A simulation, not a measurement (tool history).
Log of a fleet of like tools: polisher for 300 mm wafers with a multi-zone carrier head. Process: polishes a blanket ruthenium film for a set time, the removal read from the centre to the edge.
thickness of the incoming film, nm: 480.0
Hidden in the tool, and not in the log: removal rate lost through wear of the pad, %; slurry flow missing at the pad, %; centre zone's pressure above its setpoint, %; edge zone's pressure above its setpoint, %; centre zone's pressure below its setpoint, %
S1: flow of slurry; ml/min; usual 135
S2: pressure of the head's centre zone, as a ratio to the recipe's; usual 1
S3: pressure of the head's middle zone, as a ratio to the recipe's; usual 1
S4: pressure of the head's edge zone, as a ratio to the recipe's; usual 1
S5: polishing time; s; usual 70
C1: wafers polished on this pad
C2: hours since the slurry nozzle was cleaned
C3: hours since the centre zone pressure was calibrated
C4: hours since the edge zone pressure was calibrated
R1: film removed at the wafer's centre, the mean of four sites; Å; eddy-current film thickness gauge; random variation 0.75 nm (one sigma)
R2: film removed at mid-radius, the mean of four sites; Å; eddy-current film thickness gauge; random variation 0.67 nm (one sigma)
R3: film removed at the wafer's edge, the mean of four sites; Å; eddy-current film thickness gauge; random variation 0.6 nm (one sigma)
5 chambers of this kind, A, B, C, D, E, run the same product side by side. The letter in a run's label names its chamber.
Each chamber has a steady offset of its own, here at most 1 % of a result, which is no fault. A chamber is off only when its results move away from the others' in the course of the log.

run     day   S1    S2    S3    S4  S5    C1     C2      C3     C4      R1      R2      R3
      0.283  -- chamber D: edge zone pressure recalibrated
 1A     0.3  135     1     1     1  70   719    387   171.8  203.5  682.12  693.46  699.47
 2C   0.633  135     1     1     1  70   505  870.6  1043.1  876.3  693.21  674.25   700.5
 3B   0.958  135     1     1     1  70   384  345.6   837.2  396.7  697.81   699.8  707.17
 4E   1.367  135     1     1     1  70  1004  437.2   786.4  383.7  706.63  700.99  698.38
      1.558  -- chamber A: slurry nozzle cleaned
 5D   1.633  135     1     1     1  70   767  113.7  1057.3   32.4  703.17  689.88  701.88
      1.908  -- chamber C: slurry nozzle cleaned
      2.012  -- chamber E: edge zone pressure recalibrated
 6B   2.038  135     1     1     1  70   749  371.5   863.1  422.6  694.27  699.35  691.47
      2.071  -- chamber A: worn pad replaced by a new one
 7D   2.442  135     1     1     1  70  1041  133.1  1076.7   51.8  697.38   684.8  703.73
      2.975  -- chamber C: worn pad replaced by a new one
 8E   2.983  135     1     1     1  70  1551    476   825.2   23.3  694.92  699.84  694.12
      3.096  -- chamber D: worn pad replaced by a new one
 9A   3.554  135     1     1     1  70   503     48   249.9  281.6  690.36  697.81  689.72
      3.742  -- chamber B: worn pad replaced by a new one
10C   4.038  135   1.1     1     1  70   360   51.2  1124.8    958  763.81  693.94  705.25
11E   4.442  135   1.1     1     1  70  2044    511   860.2   58.3  767.91  708.83   686.3
12A   4.933  135   1.1     1     1  70   970   81.1     283  314.7  769.23  699.15   705.8
      5.262  -- chamber C: centre zone pressure recalibrated
13C   5.433  135   1.1     1     1  70   833   84.7     4.1  991.5  769.43  691.28  692.84
        5.5  -- chamber A: worn pad replaced by a new one
      5.692  -- chamber C: edge zone pressure recalibrated
      5.812  -- chamber D: centre zone pressure recalibrated
14D   5.867  135   1.1     1     1  70   937  215.3     1.3    134  763.15  690.69  700.01
15B   6.271  135  0.93  1.07     1  70   856  473.1   964.7  524.2  637.35  758.44  702.26
16C   6.758  135  0.93  1.07     1  70  1281  116.5    35.9   25.7  645.92  740.79   694.6
      6.854  -- chamber C: worn pad replaced by a new one
      7.183  -- chamber B: worn pad replaced by a new one
17B   7.279  135  0.93  1.07     1  70    33  497.3   988.9  548.4  655.67  757.31  705.82
      7.438  -- chamber D: worn pad replaced by a new one
18E   7.542  135  0.93  1.07     1  70  3093  585.4   934.6  132.7  650.48  746.25  686.76
19D     7.9  135  0.93  1.07     1  70   156  264.1    50.1  182.8     647  734.57  702.53
20A   8.175  135     1     1     1  70   905  158.9   360.8  392.5  702.94  690.32  709.84
21E   8.446  135     1     1     1  70  3399  607.1   956.3  154.4  685.02  697.96  681.38
22D   8.821  155     1     1  1.08  70   468  286.2    72.2  204.9  706.48  709.39  740.21
      9.021  -- chamber A: worn pad replaced by a new one
23A   9.358  155     1     1  1.08  70   115  187.3   389.2  420.9  719.66  728.34   739.4
24C   9.804  155     1     1  1.08  70   999  189.6     109   98.8   731.3  710.39     742
25B  10.162  155     1     1  1.08  70  1008  566.5  1058.1  617.6  714.11     715  737.19
     10.346  -- chamber B: centre zone pressure recalibrated
26A  10.604  155     1     1  1.08  70   537  217.2   419.1  450.8  721.38  713.18  744.72
     10.883  -- chamber B: worn pad replaced by a new one
     11.029  -- chamber C: worn pad replaced by a new one
27E  11.146  135     1     1     1  70  4313  671.9  1021.1  219.2  685.62  681.99  675.77
     11.262  -- chamber D: worn pad replaced by a new one
28C  11.517  135     1     1     1  70   165  230.7   150.1  139.9   688.9   685.6  687.84
29B  11.996  135     1     1     1  70   377  610.5    39.7  661.6  689.38  699.46  697.03
30D  12.379  135     1     1     1  70   379  371.6   157.6  290.3  676.79  698.96  705.77
31B  12.688  135     1     1     1  70   611  627.1    56.3  678.2  704.88  697.59  709.43
     12.946  -- chamber E: slurry nozzle cleaned
     12.958  -- chamber A: worn pad replaced by a new one
32C   13.25  135     1     1     1  70   751  272.3   191.7  181.5  711.69     707  695.44
33D  13.838  135     1     1     1  70   872  406.6   192.6  325.3  698.34  689.43  696.43
34E  14.342  135     1     1     1  70  5395   33.6  1097.8  295.9  677.63  679.03  657.79
     14.542  -- chamber E: centre zone pressure recalibrated
     14.629  -- chamber B: worn pad replaced by a new one
35A  14.683  135     1     1     1  70   584  315.1     517  548.7  690.28  704.59  694.69
36D  15.233  135     1     1     1  70  1345  440.1   226.1  358.8  694.77  700.17  706.41
     15.254  -- chamber C: worn pad replaced by a new one
37E  15.675  135  0.92     1     1  70  5846   65.6    27.3  327.9  595.73  667.38  656.83
38B  16.008  135  0.92     1     1  70   467  706.8     136  757.9  650.43  691.68  703.08
     16.021  -- chamber D: slurry nozzle cleaned
     16.046  -- chamber D: worn pad replaced by a new one
39A  16.271  135  0.92     1     1  70  1122  353.2   555.1  586.8  626.73  697.32   711.3
     16.654  -- chamber A: worn pad replaced by a new one
40C  16.712  135  0.92     1     1  70   494  355.4   274.8  264.6  634.99  689.78  690.81
     17.225  -- chamber B: slurry nozzle cleaned
41A  17.304  135  0.92     1     1  70   220    378   579.9  611.6  641.26  708.15  693.63
42B  17.675  135     1     1     1  52  1031   10.8     176  797.9  517.31  524.51  528.63
43D  17.992  135     1     1     1  52   659   47.3   292.3    425  514.81   522.6  529.93

Is one chamber off against the others, does the gauge drift, or is nothing wrong? If a chamber is off, say which, and what the likeliest cause is.

Chamber E drifts away from the others.
Cause: removal rate lost through wear of the pad, % = 8.21.

Here are 4 candidates for chamber E's next run, each the usual settings with a change, their results left as question marks. Which one brings its results back in line with what the others give on the usual settings?
In line means no further than this from the other chambers' mean on the usual settings: R1 26 Å; R2 23 Å; R3 21 Å
44E-1  18.417  135  0.98  0.99  1.03  83                   ?   ?   ?
44E-2  18.417  135  1.01  1.01  0.99  64                   ?   ?   ?
44E-3  18.417  135  1.02  1.01  0.97  59                   ?   ?   ?
44E-4  18.417  135  0.99  0.99  1.01  76                   ?   ?   ?

The other chambers' mean on the usual settings: R1 693.91 Å; R2 696.74 Å; R3 699.8 Å
  run      R1      R2      R3
44E-1  746.76  756.11   770.1
44E-2  595.46  593.71  581.46
44E-3  554.94  547.31   530.4
44E-4  691.52  692.32  697.92
44E-4 brings the chamber back in line.
